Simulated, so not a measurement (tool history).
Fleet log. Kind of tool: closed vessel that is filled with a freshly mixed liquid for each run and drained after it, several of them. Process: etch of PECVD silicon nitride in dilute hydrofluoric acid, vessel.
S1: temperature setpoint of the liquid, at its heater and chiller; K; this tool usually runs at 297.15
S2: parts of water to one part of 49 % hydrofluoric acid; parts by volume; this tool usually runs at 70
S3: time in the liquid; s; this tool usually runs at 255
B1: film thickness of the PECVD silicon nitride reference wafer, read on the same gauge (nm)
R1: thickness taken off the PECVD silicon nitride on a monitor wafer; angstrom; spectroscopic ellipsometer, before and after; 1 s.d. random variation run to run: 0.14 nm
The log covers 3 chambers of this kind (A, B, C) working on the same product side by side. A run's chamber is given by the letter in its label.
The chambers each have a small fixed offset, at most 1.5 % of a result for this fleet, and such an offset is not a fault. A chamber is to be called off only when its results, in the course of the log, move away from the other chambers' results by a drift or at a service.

Run 1C, hour 7.1: usual settings; B1 129.99. Result: R1 203.64 angstrom.
Run 2A, hour 15.9: usual settings; B1 129.99. Result: R1 208.62 angstrom.
Run 3B, hour 26.1: usual settings; B1 129.99. Result: R1 203.27 angstrom.
Run 4B, hour 30.6: usual settings; B1 129.99. Result: R1 204.65 angstrom.
Run 5A, hour 36.1: usual settings; B1 130. Result: R1 207.91 angstrom.
Run 6C, hour 43.8: usual settings; B1 129.98. Result: R1 203.29 angstrom.
Run 7C, hour 52.9: usual settings; B1 130.01. Result: R1 203.5 angstrom.
Run 8B, hour 58.9: usual settings; B1 130. Result: R1 202.95 angstrom.
Run 9A, hour 65.8: usual settings; B1 130.01. Result: R1 206.14 angstrom.
Run 10B, hour 74: usual settings; B1 130. Result: R1 202.57 angstrom.
Run 11A, hour 84.3: usual settings; B1 130. Result: R1 208.94 angstrom.
Run 12C, hour 88.8: usual settings but S3 325 s; B1 129.99. Result: R1 257.78 angstrom.
Run 13A, hour 99: usual settings but S3 325 s; B1 129.99. Result: R1 261.5 angstrom.
Run 14C, hour 108.7: usual settings but S3 325 s; B1 129.99. Result: R1 261.87 angstrom.
Run 15B, hour 119.1: usual settings; B1 130.01. Result: R1 204.34 angstrom.
Run 16B, hour 128.9: usual settings; B1 130.01. Result: R1 201.02 angstrom.
Run 17C, hour 138.1: usual settings; B1 130. Result: R1 203.51 angstrom.
Run 18A, hour 145: usual settings; B1 129.99. Result: R1 204.48 angstrom.
Run 19B, hour 152.9: usual settings; B1 130. Result: R1 202.23 angstrom.
Run 20A, hour 157.7: usual settings; B1 130.01. Result: R1 202.58 angstrom.
Run 21C, hour 162.4: usual settings but S2 95 parts by volume; B1 130. Result: R1 149.91 angstrom.
Run 22C, hour 171.1: usual settings but S2 95 parts by volume; B1 130.02. Result: R1 148.75 angstrom.
Run 23B, hour 179: usual settings but S2 95 parts by volume; B1 130. Result: R1 152.08 angstrom.
Run 24A, hour 186.1: usual settings; B1 130.01. Result: R1 200.06 angstrom.
Run 25C, hour 191.2: usual settings; B1 130.02. Result: R1 202.17 angstrom.
Run 26B, hour 200.1: usual settings; B1 130.01. Result: R1 201.25 angstrom.
Run 27A, hour 210.3: usual settings but S3 365 s; B1 130. Result: R1 283.12 angstrom.
Run 28A, hour 219.2: usual settings but S3 365 s; B1 130.01. Result: R1 280.21 angstrom.
Run 29B, hour 227.6: usual settings but S3 365 s; B1 130. Result: R1 288.21 angstrom.
Run 30C, hour 236.1: usual settings; B1 130. Result: R1 202.21 angstrom.
Run 31C, hour 244.5: usual settings but S1 293.15 K, S3 345 s; B1 129.99. Result: R1 213.13 angstrom.

Each of the 3 chambers runs these same settings next. Fill in every chamber's results:
Run 32A, hour 251.9: usual settings but S3 155 s. Result: R1 ?.
Run 32B, hour 251.9: usual settings but S3 155 s. Result: R1 ?.
Run 32C, hour 251.9: usual settings but S3 155 s. Result: R1 ?.

run      R1
32A  116.39
32B  122.21
32C  121.93
